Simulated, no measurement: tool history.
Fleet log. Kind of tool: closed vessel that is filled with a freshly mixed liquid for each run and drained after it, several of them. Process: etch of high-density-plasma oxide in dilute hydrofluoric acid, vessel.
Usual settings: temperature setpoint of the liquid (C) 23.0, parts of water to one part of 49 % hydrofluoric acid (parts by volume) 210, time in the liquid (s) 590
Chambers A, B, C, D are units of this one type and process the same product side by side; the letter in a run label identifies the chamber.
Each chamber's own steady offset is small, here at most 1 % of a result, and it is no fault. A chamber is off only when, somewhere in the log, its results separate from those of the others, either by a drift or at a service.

run,hour,temperature setpoint of the liquid (C),parts of water to one part of 49 % hydrofluoric acid (parts by volume),time in the liquid (s),"read-back film thickness of the high-density-plasma oxide reference wafer, read on the same gauge (nm)",thickness taken off the high-density-plasma oxide on a monitor wafer (Å)
1A,5.9,23.0,210,590,150.02,121.750
2B,16.0,23.0,210,590,149.99,121.070
3D,28.2,23.0,210,590,150.00,121.160
4C,38.1,23.0,210,590,149.99,121.390
5D,47.0,23.0,210,590,149.99,121.490
6C,57.0,23.0,210,590,150.03,123.180
7A,69.9,23.0,210,590,149.98,122.170
8B,81.9,23.0,210,590,149.98,120.890
9D,90.5,23.0,210,590,150.03,120.530
10A,96.2,23.0,210,925,150.04,191.730
11B,107.7,23.0,210,925,150.01,189.230
12C,116.1,23.0,210,925,150.00,191.380
13A,124.7,23.0,210,925,150.00,193.830
14C,135.8,23.0,210,590,150.03,123.240
15D,147.6,23.0,210,590,150.04,121.050
16B,154.6,23.0,210,590,150.01,121.180
17D,165.4,23.0,280,590,150.01,84.780
18A,172.7,23.0,280,590,149.98,86.850
19B,180.0,23.0,280,590,150.01,84.863
20C,190.1,23.0,280,590,150.02,85.517
21B,202.0,23.0,210,590,149.98,121.500
22A,208.6,23.0,210,730,149.99,153.600
23C,221.3,23.0,210,730,150.01,150.640
24D,231.1,23.0,210,730,150.00,149.770
25C,240.4,23.0,210,730,150.01,151.220
26D,252.0,23.0,210,590,150.01,121.290
27B,262.7,24.5,310,590,149.99,78.290
28A,273.6,24.5,310,590,149.99,82.100
29B,286.4,24.5,310,590,149.98,77.909
30C,299.5,24.5,310,590,150.00,78.803
31D,308.1,23.0,210,590,150.03,120.220

All chambers now run identical settings, listed one chamber a line with results as question marks. What results will each chamber show?
32A,317.5,23.0,210,590,,?
32B,317.5,23.0,210,590,,?
32C,317.5,23.0,210,590,,?
32D,317.5,23.0,210,590,,?

run,thickness taken off the high-density-plasma oxide on a monitor wafer (Å)
32A,127.520
32B,121.060
32C,122.790
32D,121.730
